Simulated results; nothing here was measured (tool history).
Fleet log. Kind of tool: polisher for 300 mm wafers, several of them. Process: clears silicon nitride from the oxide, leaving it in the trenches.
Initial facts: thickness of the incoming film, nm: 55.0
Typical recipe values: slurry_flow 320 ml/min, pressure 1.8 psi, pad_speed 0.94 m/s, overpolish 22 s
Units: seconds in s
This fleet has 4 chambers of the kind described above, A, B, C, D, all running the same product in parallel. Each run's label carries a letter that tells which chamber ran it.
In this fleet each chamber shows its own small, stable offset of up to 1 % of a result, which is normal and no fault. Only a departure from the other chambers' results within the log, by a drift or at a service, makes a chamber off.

run   hour  slurry_flow  pressure  pad_speed  overpolish  seconds
       4.8  -- chamber D: worn pad replaced by a new one
 1B   11.9          320       1.8       0.94          22   98.273
 2A   23.6          320       1.8       0.94          22   97.394
 3D   32.3          320       1.8       0.94          22   98.017
      32.4  -- chamber C: worn pad replaced by a new one
 4C   45.4          320       1.8       0.94          22   96.489
 5C   61.1          320       1.8       0.94          22   98.701
 6D   68.4          320       1.8       0.94          22   98.190
 7B   78.2          320       1.8       0.94          22   99.048
      80.6  -- chamber A: worn pad replaced by a new one
 8A   85.9          320       1.8       0.94          22   98.412
      92.0  -- chamber D: worn pad replaced by a new one
 9B   96.6          320       1.8       0.94          22   98.246
10A  104.3          320       1.8       1.14          14   79.697
11D  114.3          320       1.8       1.14          14   79.947
12C  126.8          320       1.8       1.14          14   79.685
     134.8  -- chamber C: slurry nozzle cleaned
13B  135.0          320       1.8       1.14          14   80.320
     137.1  -- chamber D: head pressure recalibrated
14D  150.0          320       1.8       0.94          22   98.688
     150.1  -- chamber C: worn pad replaced by a new one
15C  158.0          320       1.8       0.94          22   96.668
16A  169.2          320       1.8       0.94          22   99.082
     178.0  -- chamber D: worn pad replaced by a new one
17A  179.7          320       1.8       0.94          22   94.979
18B  188.2          320       1.8       0.94          22  100.510
19D  195.6          320       1.8       0.94          22   97.413
20C  209.5          320       1.8       0.94          22   97.801
21A  222.6          265       2.0       0.94          22   87.795
22B  230.7          265       2.0       0.94          22   92.764
23C  243.7          265       2.0       0.94          22   88.088
24D  256.8          265       2.0       0.94          22   91.474
     257.3  -- chamber D: worn pad replaced by a new one
     257.6  -- chamber A: worn pad replaced by a new one
     264.2  -- chamber C: worn pad replaced by a new one
25D  268.7          265       1.8       0.94          22   99.240
26B  278.6          265       1.8       0.94          22  105.560
27C  289.0          265       1.8       0.94          22   98.191
28A  300.9          265       1.8       0.94          22   99.229
     304.1  -- chamber B: slurry nozzle cleaned
29A  312.4          320       1.8       0.94          22   97.189
30D  322.0          320       1.8       0.94          22   97.443
31B  337.7          220       1.8       1.18          22   84.672
     342.1  -- chamber D: worn pad replaced by a new one
32C  350.1          220       1.8       1.18          22   81.151
33C  364.9          220       1.8       1.18          22   80.550
34A  380.1          220       1.8       1.18          22   80.108
35B  387.5          320       1.8       0.94          22  105.540
     388.8  -- chamber C: worn pad replaced by a new one
     392.2  -- chamber C: head pressure recalibrated
     399.1  -- chamber A: worn pad replaced by a new one
36D  400.5          320       1.8       0.94          22   98.186
     414.1  -- chamber C: slurry nozzle cleaned
37B  415.1          320       1.8       0.94          22  106.410
     417.4  -- chamber D: worn pad replaced by a new one
38C  426.3          320       1.8       0.94          22   98.165
39D  434.4          320       1.8       0.94          22   97.081
40A  442.1          320       1.8       0.94          22   97.328

Next, every chamber runs the same settings. What will each give?
41A  453.4          425       1.8       0.94          22        ?
41B  453.4          425       1.8       0.94          22        ?
41C  453.4          425       1.8       0.94          22        ?
41D  453.4          425       1.8       0.94          22        ?

run  seconds
41A   95.116
41B  104.870
41C   95.732
41D   96.654
